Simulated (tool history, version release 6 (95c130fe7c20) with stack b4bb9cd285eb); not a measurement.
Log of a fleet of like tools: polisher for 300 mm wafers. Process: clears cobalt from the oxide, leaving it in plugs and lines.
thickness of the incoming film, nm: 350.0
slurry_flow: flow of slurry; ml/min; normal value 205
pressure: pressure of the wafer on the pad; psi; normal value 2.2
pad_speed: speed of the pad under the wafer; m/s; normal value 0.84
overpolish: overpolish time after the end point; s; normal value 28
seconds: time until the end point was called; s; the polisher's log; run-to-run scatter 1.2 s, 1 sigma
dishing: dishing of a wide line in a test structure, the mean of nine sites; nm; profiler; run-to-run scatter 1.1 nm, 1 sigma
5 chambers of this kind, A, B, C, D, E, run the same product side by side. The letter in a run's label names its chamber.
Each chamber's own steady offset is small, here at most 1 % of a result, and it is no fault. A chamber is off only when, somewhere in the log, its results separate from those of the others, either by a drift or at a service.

run,hour,slurry_flow,pressure,pad_speed,overpolish,seconds,dishing
1A,4.8,205,2.2,0.84,28,67.942,60.445
# hour 9.4: chamber C: worn pad replaced by a new one
2E,9.6,205,2.2,0.84,28,64.033,59.415
3D,12.6,205,2.2,0.84,28,66.617,60.311
4B,17.6,205,2.2,0.84,28,66.837,60.031
5C,19.9,205,2.2,0.84,28,64.365,60.911
# hour 22.7: chamber A: slurry nozzle cleaned
6C,23.3,205,2.2,0.84,28,67.072,57.792
7A,27.3,205,2.2,0.60,28,88.162,52.245
8D,29.7,205,2.2,0.60,28,93.604,53.602
9E,33.3,205,2.2,0.60,28,91.083,52.816
# hour 37.3: chamber B: worn pad replaced by a new one
10B,37.3,205,2.2,0.60,28,93.575,53.149
11B,39.6,205,2.2,0.60,28,90.569,53.451
# hour 41.8: chamber D: worn pad replaced by a new one
# hour 42.5: chamber A: worn pad replaced by a new one
12A,43.0,205,2.2,0.84,28,65.871,59.977
13E,45.7,205,2.2,0.84,28,66.615,56.513
14C,49.8,205,2.2,0.84,28,64.884,59.288
15D,53.8,205,2.4,0.84,28,60.476,60.235
16E,58.8,205,2.4,0.84,28,61.501,59.404
17D,61.9,205,2.4,0.84,28,61.067,61.961
18B,66.1,205,2.4,0.84,28,60.157,59.164
19C,71.1,205,2.4,0.84,28,61.829,60.902
# hour 71.2: chamber C: worn pad replaced by a new one
20A,75.1,205,2.2,0.84,28,68.017,59.463
21C,79.7,205,2.2,0.84,28,66.497,61.184
22D,82.5,205,2.2,0.84,28,66.007,57.563
23E,86.1,205,2.2,0.84,28,67.047,60.553
24B,90.5,205,2.2,0.84,28,65.081,58.353
25A,92.8,205,2.2,0.84,28,65.966,58.216
26E,97.1,205,2.2,0.84,28,65.486,61.270
27B,101.3,205,2.2,0.84,28,68.074,57.409
# hour 102.0: chamber A: worn pad replaced by a new one
28D,104.7,170,2.2,0.84,28,70.492,58.553
29A,108.3,170,2.2,0.84,28,66.684,60.134
# hour 110.4: chamber C: slurry nozzle cleaned
30C,110.8,170,2.2,0.84,28,65.371,58.384
31A,113.2,170,2.2,0.84,28,67.477,57.416
32D,117.2,170,2.2,0.84,28,66.580,59.535
33C,121.3,205,2.2,0.84,28,64.461,58.609

All chambers now run identical settings, listed one chamber a line with results as question marks. What results will each chamber show?
34A,125.0,205,2.2,0.84,28,?,?
34B,125.0,205,2.2,0.84,28,?,?
34C,125.0,205,2.2,0.84,28,?,?
34D,125.0,205,2.2,0.84,28,?,?
34E,125.0,205,2.2,0.84,28,?,?

run,seconds,dishing
34A,63.365,58.585
34B,63.209,62.001
34C,65.516,59.851
34D,67.096,58.421
34E,67.203,60.197

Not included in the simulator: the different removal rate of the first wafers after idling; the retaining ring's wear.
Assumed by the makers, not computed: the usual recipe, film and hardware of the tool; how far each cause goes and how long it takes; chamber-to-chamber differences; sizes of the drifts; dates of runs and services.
